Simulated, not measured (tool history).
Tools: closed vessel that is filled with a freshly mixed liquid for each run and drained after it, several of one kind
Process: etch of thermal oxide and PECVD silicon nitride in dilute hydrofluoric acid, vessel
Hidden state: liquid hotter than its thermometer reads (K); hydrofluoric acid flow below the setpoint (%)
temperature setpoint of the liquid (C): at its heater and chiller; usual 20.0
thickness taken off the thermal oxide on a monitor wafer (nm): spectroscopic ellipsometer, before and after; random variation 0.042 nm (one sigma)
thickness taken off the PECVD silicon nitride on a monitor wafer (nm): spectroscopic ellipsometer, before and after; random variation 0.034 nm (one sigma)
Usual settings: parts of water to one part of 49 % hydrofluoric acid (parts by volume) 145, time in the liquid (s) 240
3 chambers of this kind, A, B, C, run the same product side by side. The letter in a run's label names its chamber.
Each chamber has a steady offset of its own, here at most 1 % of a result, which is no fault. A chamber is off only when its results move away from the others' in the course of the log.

| run | hour | temperature setpoint of the liquid (C) | parts of water to one part of 49 % hydrofluoric acid (parts by volume) | time in the liquid (s) | hours since the thermometer was replaced | hours since the hydrofluoric acid flow meter was replaced | read-back film thickness of the thermal oxide reference wafer, read on the same gauge (nm) | read-back film thickness of the PECVD silicon nitride reference wafer, read on the same gauge (nm) | thickness taken off the thermal oxide on a monitor wafer (nm) | thickness taken off the PECVD silicon nitride on a monitor wafer (nm) |
|---|---|---|---|---|---|---|---|---|---|---|
| 1B | 3.1 | 20.0 | 145 | 240 | 273.5 | 572.4 | 60.023 | 100.000 | 6.3945 | 7.2863 |
| 2A | 6.7 | 20.0 | 145 | 240 | 1409.3 | 1513.3 | 60.021 | 99.998 | 6.3571 | 7.2186 |
| 3C | 8.8 | 20.0 | 145 | 240 | 339.3 | 555.3 | 60.006 | 100.010 | 6.4302 | 7.3216 |
| 4A | 12.6 | 20.0 | 145 | 240 | 1415.2 | 1519.2 | 59.993 | 99.978 | 6.3774 | 7.1487 |
| 5B | 16.0 | 22.5 | 145 | 240 | 286.4 | 585.3 | 59.984 | 99.993 | 6.9677 | 8.5277 |
| 6C | 20.6 | 22.5 | 145 | 240 | 351.1 | 567.1 | 60.004 | 99.973 | 7.0146 | 8.5770 |
| 7C | 24.6 | 22.5 | 145 | 240 | 355.1 | 571.1 | 60.039 | 99.991 | 7.0183 | 8.5119 |
| 8B | 26.9 | 20.0 | 145 | 240 | 297.3 | 596.2 | 59.990 | 99.993 | 6.3721 | 7.2894 |
| 9A | 30.4 | 20.0 | 145 | 240 | 1433.0 | 1537.0 | 59.986 | 99.993 | 6.3742 | 7.1738 |
| 10C | 33.0 | 20.0 | 145 | 240 | 363.5 | 579.5 | 60.014 | 100.000 | 6.3620 | 7.2330 |
| 11B | 35.2 | 20.0 | 145 | 240 | 305.6 | 604.5 | 60.041 | 99.991 | 6.3208 | 7.2232 |
| 12A | 37.6 | 20.0 | 145 | 240 | 1440.2 | 1544.2 | 59.979 | 100.010 | 6.3347 | 7.2287 |
| 13C | 39.9 | 20.0 | 145 | 240 | 370.4 | 586.4 | 60.008 | 100.010 | 6.2826 | 7.2082 |
| 14B | 44.0 | 20.0 | 145 | 240 | 314.4 | 613.3 | 60.000 | 100.010 | 6.3536 | 7.2408 |
| 15A | 47.9 | 20.0 | 145 | 240 | 1450.5 | 1554.5 | 60.001 | 99.997 | 6.2866 | 7.2403 |
| 16C | 50.5 | 20.0 | 145 | 240 | 381.0 | 597.0 | 59.983 | 99.984 | 6.2893 | 7.2616 |
| 17B | 55.1 | 17.0 | 145 | 240 | 325.5 | 624.4 | 60.020 | 99.998 | 5.6227 | 5.9180 |
| 18A | 57.7 | 17.0 | 145 | 240 | 1460.3 | 1564.3 | 59.955 | 99.993 | 5.6133 | 5.8981 |
| 19C | 61.6 | 17.0 | 145 | 240 | 392.1 | 608.1 | 60.011 | 99.982 | 5.6006 | 5.9726 |
| 20B | 64.0 | 20.0 | 145 | 240 | 334.4 | 633.3 | 59.997 | 100.000 | 6.2993 | 7.2712 |
| 21A | 67.8 | 20.0 | 145 | 240 | 1470.4 | 1574.4 | 59.989 | 100.010 | 6.2828 | 7.1967 |
| 22C | 72.0 | 20.0 | 145 | 240 | 402.5 | 618.5 | 59.975 | 99.983 | 6.3421 | 7.2432 |
| 23B | 76.2 | 22.0 | 145 | 240 | 346.6 | 645.5 | 60.018 | 100.010 | 6.9194 | 8.2441 |
| 24A | 79.5 | 22.0 | 145 | 240 | 1482.1 | 1586.1 | 60.023 | 100.010 | 6.8856 | 8.2257 |
| 25C | 83.0 | 22.0 | 145 | 240 | 413.5 | 629.5 | 59.987 | 99.995 | 6.9195 | 8.3046 |
| 26B | 85.3 | 20.0 | 145 | 240 | 355.7 | 654.6 | 60.040 | 99.999 | 6.3303 | 7.2887 |
| 27A | 88.9 | 20.0 | 90 | 355 | 1491.5 | 1595.5 | 60.023 | 100.000 | 16.2180 | 17.0720 |
| 28A | 91.1 | 20.0 | 90 | 355 | 1493.7 | 1597.7 | 59.986 | 99.990 | 16.0160 | 17.0040 |
| 29C | 93.8 | 20.0 | 90 | 355 | 424.3 | 640.3 | 59.973 | 100.010 | 15.8510 | 17.0110 |
| 30B | 96.6 | 24.0 | 170 | 240 | 367.0 | 665.9 | 60.020 | 100.000 | 6.1225 | 7.9739 |
| 31A | 100.0 | 24.0 | 170 | 240 | 1502.6 | 1606.6 | 59.946 | 100.020 | 6.1070 | 7.9021 |
| 32C | 103.1 | 24.0 | 170 | 240 | 433.6 | 649.6 | 60.022 | 99.983 | 6.1900 | 8.0262 |
| 33B | 106.2 | 22.5 | 90 | 240 | 376.6 | 675.5 | 59.982 | 99.992 | 12.0590 | 13.7210 |
| 34B | 109.3 | 22.5 | 90 | 240 | 379.7 | 678.6 | 59.957 | 100.020 | 12.0600 | 13.7560 |
| 35C | 114.2 | 22.5 | 90 | 240 | 444.7 | 660.7 | 59.998 | 100.010 | 11.8590 | 13.5620 |

Is one chamber off against the others, does the gauge drift, or is nothing wrong? If a chamber is off, say which, and what the likeliest cause is.

No chamber stands off beyond its own small offset, and the gauge holds steady.
